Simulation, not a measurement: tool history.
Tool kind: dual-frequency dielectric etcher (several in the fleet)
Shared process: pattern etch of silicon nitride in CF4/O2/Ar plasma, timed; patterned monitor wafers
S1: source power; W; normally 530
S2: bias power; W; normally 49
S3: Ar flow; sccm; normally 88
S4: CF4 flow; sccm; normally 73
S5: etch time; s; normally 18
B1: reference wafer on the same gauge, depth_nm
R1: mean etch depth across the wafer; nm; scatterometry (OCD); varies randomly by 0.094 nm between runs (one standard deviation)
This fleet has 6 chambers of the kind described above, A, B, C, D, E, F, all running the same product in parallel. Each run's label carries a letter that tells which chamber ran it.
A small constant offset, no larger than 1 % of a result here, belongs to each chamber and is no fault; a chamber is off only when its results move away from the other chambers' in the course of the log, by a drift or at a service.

{"run": "1B", "day": 0.471, "S1": 530, "S2": 49, "S3": 88, "S4": 73, "S5": 18, "B1": 30.603, "R1": 35.049}
{"run": "2E", "day": 0.808, "S1": 530, "S2": 49, "S3": 88, "S4": 73, "S5": 18, "B1": 30.597, "R1": 35.248}
{"run": "3C", "day": 1.212, "S1": 530, "S2": 49, "S3": 88, "S4": 73, "S5": 18, "B1": 30.605, "R1": 34.881}
{"run": "4D", "day": 1.654, "S1": 530, "S2": 49, "S3": 88, "S4": 73, "S5": 18, "B1": 30.601, "R1": 34.933}
{"run": "5F", "day": 2.104, "S1": 530, "S2": 49, "S3": 88, "S4": 73, "S5": 18, "B1": 30.605, "R1": 34.681}
{"day": 2.325, "done": "chamber F: wet clean of the chamber"}
{"day": 2.554, "done": "chamber B: wet clean of the chamber"}
{"run": "6A", "day": 2.654, "S1": 530, "S2": 49, "S3": 88, "S4": 73, "S5": 18, "B1": 30.589, "R1": 34.648}
{"run": "7B", "day": 3.208, "S1": 530, "S2": 49, "S3": 88, "S4": 73, "S5": 18, "B1": 30.6, "R1": 34.907}
{"run": "8E", "day": 3.704, "S1": 530, "S2": 49, "S3": 88, "S4": 73, "S5": 18, "B1": 30.612, "R1": 35.203}
{"run": "9A", "day": 4.283, "S1": 530, "S2": 49, "S3": 88, "S4": 73, "S5": 18, "B1": 30.605, "R1": 34.725}
{"run": "10F", "day": 4.938, "S1": 530, "S2": 49, "S3": 88, "S4": 73, "S5": 18, "B1": 30.595, "R1": 34.668}
{"run": "11D", "day": 5.492, "S1": 530, "S2": 49, "S3": 88, "S4": 73, "S5": 18, "B1": 30.602, "R1": 34.83}
{"day": 5.688, "done": "chamber C: wet clean of the chamber"}
{"run": "12C", "day": 5.996, "S1": 530, "S2": 49, "S3": 88, "S4": 73, "S5": 18, "B1": 30.599, "R1": 34.938}
{"run": "13A", "day": 6.642, "S1": 530, "S2": 49, "S3": 102, "S4": 73, "S5": 23, "B1": 30.604, "R1": 43.114}
{"run": "14B", "day": 7.317, "S1": 530, "S2": 49, "S3": 102, "S4": 73, "S5": 23, "B1": 30.599, "R1": 43.591}
{"run": "15C", "day": 7.725, "S1": 530, "S2": 49, "S3": 102, "S4": 73, "S5": 23, "B1": 30.592, "R1": 43.602}
{"run": "16E", "day": 8.217, "S1": 530, "S2": 49, "S3": 102, "S4": 73, "S5": 23, "B1": 30.609, "R1": 44.132}
{"run": "17D", "day": 8.608, "S1": 530, "S2": 49, "S3": 102, "S4": 73, "S5": 23, "B1": 30.608, "R1": 43.786}
{"run": "18F", "day": 9.262, "S1": 530, "S2": 49, "S3": 102, "S4": 73, "S5": 23, "B1": 30.604, "R1": 43.624}
{"run": "19A", "day": 9.671, "S1": 530, "S2": 49, "S3": 88, "S4": 73, "S5": 18, "B1": 30.614, "R1": 34.753}
{"run": "20E", "day": 10.242, "S1": 530, "S2": 49, "S3": 88, "S4": 73, "S5": 18, "B1": 30.599, "R1": 35.031}
{"day": 10.262, "done": "chamber E: Ar flow controller replaced"}
{"day": 10.362, "done": "chamber D: wet clean of the chamber"}
{"run": "21C", "day": 10.738, "S1": 530, "S2": 49, "S3": 88, "S4": 73, "S5": 18, "B1": 30.605, "R1": 34.78}
{"run": "22F", "day": 11.333, "S1": 530, "S2": 49, "S3": 88, "S4": 73, "S5": 18, "B1": 30.626, "R1": 34.736}
{"day": 11.879, "done": "chamber E: wet clean of the chamber"}
{"run": "23B", "day": 11.925, "S1": 530, "S2": 49, "S3": 88, "S4": 73, "S5": 18, "B1": 30.6, "R1": 34.956}
{"run": "24D", "day": 12.258, "S1": 530, "S2": 49, "S3": 88, "S4": 73, "S5": 18, "B1": 30.601, "R1": 35.669}
{"run": "25A", "day": 12.929, "S1": 530, "S2": 49, "S3": 88, "S4": 73, "S5": 18, "B1": 30.605, "R1": 34.577}
{"run": "26F", "day": 13.525, "S1": 530, "S2": 49, "S3": 88, "S4": 73, "S5": 18, "B1": 30.6, "R1": 34.958}
{"run": "27E", "day": 14.183, "S1": 530, "S2": 49, "S3": 88, "S4": 73, "S5": 18, "B1": 30.593, "R1": 35.161}
{"day": 14.575, "done": "chamber B: bias power generator calibrated"}
{"run": "28B", "day": 14.779, "S1": 530, "S2": 49, "S3": 88, "S4": 73, "S5": 18, "B1": 30.606, "R1": 34.785}
{"day": 15.017, "done": "chamber A: wet clean of the chamber"}
{"run": "29D", "day": 15.438, "S1": 530, "S2": 49, "S3": 88, "S4": 73, "S5": 18, "B1": 30.583, "R1": 35.595}
{"run": "30C", "day": 15.788, "S1": 530, "S2": 49, "S3": 76, "S4": 60, "S5": 18, "B1": 30.591, "R1": 34.665}
{"run": "31E", "day": 16.167, "S1": 530, "S2": 49, "S3": 76, "S4": 60, "S5": 18, "B1": 30.599, "R1": 34.791}
{"day": 16.4, "done": "chamber B: CF4 flow controller replaced"}
{"run": "32A", "day": 16.467, "S1": 530, "S2": 49, "S3": 76, "S4": 60, "S5": 18, "B1": 30.616, "R1": 34.418}
{"run": "33C", "day": 16.979, "S1": 530, "S2": 49, "S3": 76, "S4": 60, "S5": 18, "B1": 30.592, "R1": 34.42}
{"run": "34B", "day": 17.375, "S1": 530, "S2": 49, "S3": 76, "S4": 60, "S5": 18, "B1": 30.611, "R1": 34.725}
{"run": "35F", "day": 17.696, "S1": 530, "S2": 49, "S3": 76, "S4": 60, "S5": 18, "B1": 30.584, "R1": 34.673}
{"day": 18.175, "done": "chamber D: bias power generator calibrated"}
{"run": "36D", "day": 18.371, "S1": 530, "S2": 49, "S3": 88, "S4": 73, "S5": 18, "B1": 30.566, "R1": 35.81}
{"run": "37C", "day": 18.738, "S1": 530, "S2": 49, "S3": 88, "S4": 73, "S5": 18, "B1": 30.621, "R1": 34.807}
{"run": "38E", "day": 19.171, "S1": 530, "S2": 49, "S3": 88, "S4": 73, "S5": 18, "B1": 30.605, "R1": 35.107}

Read the log: is a single chamber off, either drifting away or since a service, is the gauge that measures every chamber drifting, or is nothing wrong beyond small per-chamber offsets? Name any odd chamber and what most likely caused it.

Chamber D came out of a service off from its peers and stayed that way.
Likeliest cause: etch rate over this chamber's usual, % = 2.24.

Chamber D could run next with any of the 4 candidate recipes listed below; each alters the usual settings, and their results appear as question marks. Which one brings its results back in line with what the other chambers deliver on the usual settings?
Allowed miss from the other chambers' usual-settings mean, per result, to count as in line: R1 0.330 nm
{"run": "39D-1", "day": 19.667, "S1": 510, "S2": 48, "S3": 88, "S4": 73, "S5": 18.0, "R1": "?"}
{"run": "39D-2", "day": 19.667, "S1": 540, "S2": 49, "S3": 88, "S4": 73, "S5": 18.5, "R1": "?"}
{"run": "39D-3", "day": 19.667, "S1": 540, "S2": 50, "S3": 88, "S4": 73, "S5": 18.0, "R1": "?"}
{"run": "39D-4", "day": 19.667, "S1": 530, "S2": 46, "S3": 88, "S4": 72, "S5": 18.0, "R1": "?"}

Other chambers, usual settings, mean: R1 34.869 nm
run=39D-1 R1=34.285
run=39D-2 R1=37.297
run=39D-3 R1=36.569
run=39D-4 R1=34.803
The answer is 39D-4, which returns the chamber to within the allowed miss of the others.
